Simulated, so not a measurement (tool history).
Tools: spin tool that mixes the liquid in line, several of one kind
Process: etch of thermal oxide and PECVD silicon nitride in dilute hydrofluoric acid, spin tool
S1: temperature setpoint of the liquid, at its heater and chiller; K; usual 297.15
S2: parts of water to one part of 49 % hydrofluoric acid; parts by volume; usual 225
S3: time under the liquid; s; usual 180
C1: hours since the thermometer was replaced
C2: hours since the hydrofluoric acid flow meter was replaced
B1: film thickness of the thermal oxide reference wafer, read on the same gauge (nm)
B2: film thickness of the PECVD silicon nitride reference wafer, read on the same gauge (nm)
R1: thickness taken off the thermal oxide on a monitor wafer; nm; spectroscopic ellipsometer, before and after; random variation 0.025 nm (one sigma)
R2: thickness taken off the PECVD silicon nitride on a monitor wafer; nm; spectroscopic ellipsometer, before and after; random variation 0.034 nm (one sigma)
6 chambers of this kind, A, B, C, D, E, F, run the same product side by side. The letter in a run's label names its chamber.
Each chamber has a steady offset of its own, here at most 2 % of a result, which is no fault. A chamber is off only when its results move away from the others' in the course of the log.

run	hour	S1	S2	S3	C1	C2	B1	B2	R1	R2
1C	6.2	297.15	225	180	1673.9	126.7	29.996	110	3.3465	3.9517
2E	11.9	297.15	225	180	1527	923.3	30.004	109.96	3.3674	3.9033
3A	19.3	297.15	225	180	1707.4	643.7	29.982	110	3.2676	3.9616
4F	24.6	297.15	225	180	274.7	892	29.983	109.98	3.3318	3.9511
5D	29.9	297.15	225	180	1152.6	903.6	30.003	110.01	3.3822	3.9514
6B	33.6	297.15	225	180	773.8	751.7	29.978	109.97	3.3455	3.9899
7F	41.1	297.15	225	180	291.2	908.5	30.01	109.98	3.3398	4.0182
# hour 44.9: chamber A: hydrofluoric acid flow meter replaced
8E	45.6	297.15	225	180	1560.7	957	30.01	110	3.3926	3.898
9D	50.8	297.15	225	180	1173.5	924.5	30.027	110.02	3.4084	3.9931
10A	57.3	297.15	225	180	1745.4	12.5	30.012	110.01	3.2883	4.0058
11C	62.3	297.15	225	180	1730	182.8	29.997	110.01	3.3496	4.0055
12B	67.7	297.15	225	180	807.9	785.8	30.026	109.99	3.3326	3.9325
13F	75.2	297.15	225	180	325.3	942.6	30.022	110.01	3.3402	4.0526
14E	82	297.15	225	180	1597.1	993.4	29.994	109.99	3.383	3.9689
15B	89.2	297.15	225	180	829.4	807.3	30.026	110.01	3.3741	3.9056
16C	92.9	297.15	225	180	1760.6	213.4	30.003	109.98	3.329	3.9927
17D	96.2	297.15	225	180	1218.9	969.9	29.993	109.98	3.3766	3.988
18A	102	297.15	225	180	1790.1	57.2	29.998	110.05	3.2954	3.9681
19C	106.2	297.15	225	180	1773.9	226.7	30.003	110.02	3.3121	3.978
20F	111.4	297.15	225	180	361.5	978.8	30.023	109.99	3.3937	4.1111
21B	115.9	297.15	225	130	856.1	834	30.005	110	2.3749	2.8302
22D	122.3	297.15	225	130	1245	996	29.993	110	2.4369	2.808
23E	126.1	297.15	225	130	1641.2	1037.5	30.031	109.97	2.4512	2.8157
24A	133.4	297.15	225	130	1821.5	88.6	30.027	109.99	2.3835	2.8455
25A	138.8	297.15	225	130	1826.9	94	29.965	109.98	2.3663	2.8479
26E	142.6	297.15	225	130	1657.7	1054	29.987	109.99	2.4513	2.8607
27D	147.7	297.15	225	180	1270.4	1021.4	29.985	109.96	3.3637	3.9456
28B	154.7	297.15	225	180	894.9	872.8	29.998	110	3.3106	3.9655
29C	162.2	297.15	225	180	1829.9	282.7	29.998	109.99	3.347	3.8947
30F	166.6	297.15	225	180	416.7	1034	30.017	109.97	3.4739	4.1713
# hour 168.6: chamber B: thermometer replaced
31A	172.3	297.15	225	180	1860.4	127.5	30.01	110	3.2752	3.8977
32F	178.6	297.15	225	180	428.7	1046	30.017	109.98	3.4514	4.2777
33E	182.6	297.15	225	180	1697.7	1094	29.975	109.98	3.3698	3.9207
34B	189.3	297.15	225	180	20.8	907.4	30.007	110.02	3.3375	3.8978
35D	193.1	297.15	225	180	1315.8	1066.8	29.984	110.02	3.3434	3.9543
36C	200.4	297.15	225	180	1868.1	320.9	30.02	110	3.3144	3.9659
37E	206.3	297.15	165	235	1721.4	1117.7	30.01	110	6.2465	7.0002
38B	209.9	297.15	165	235	41.4	928	30.027	110	6.2722	7.028
39C	217.1	297.15	165	235	1884.8	337.6	29.972	110.01	6.2953	7.0448
40F	224.3	297.15	165	235	474.4	1091.7	29.995	110.01	6.7743	7.8472

What goes on in this fleet: one chamber off, a drifting gauge, or nothing beyond the chambers' own small offsets? Name the chamber and the cause, if any.

Chamber F drifts away from the others.
Cause: liquid hotter than its thermometer reads (K) = 1.63.

Here are 4 candidates for chamber F's next run, each the usual settings with a change, their results left as question marks. Which one brings its results back in line with what the others give on the usual settings?
In line means no further than this from the other chambers' mean on the usual settings: R1 0.087 nm; R2 0.12 nm
41F-1	229.8	295.65	215	170					?	?
41F-2	229.8	298.65	235	190					?	?
41F-3	229.8	297.65	230	185					?	?
41F-4	229.8	296.65	220	175					?	?

The other chambers' mean on the usual settings: R1 3.3355 nm; R2 3.9573 nm
run	R1	R2
41F-1	3.3041	3.9217
41F-2	3.6781	4.8308
41F-3	3.5528	4.5212
41F-4	3.4279	4.2012
41F-1 brings the chamber back in line.
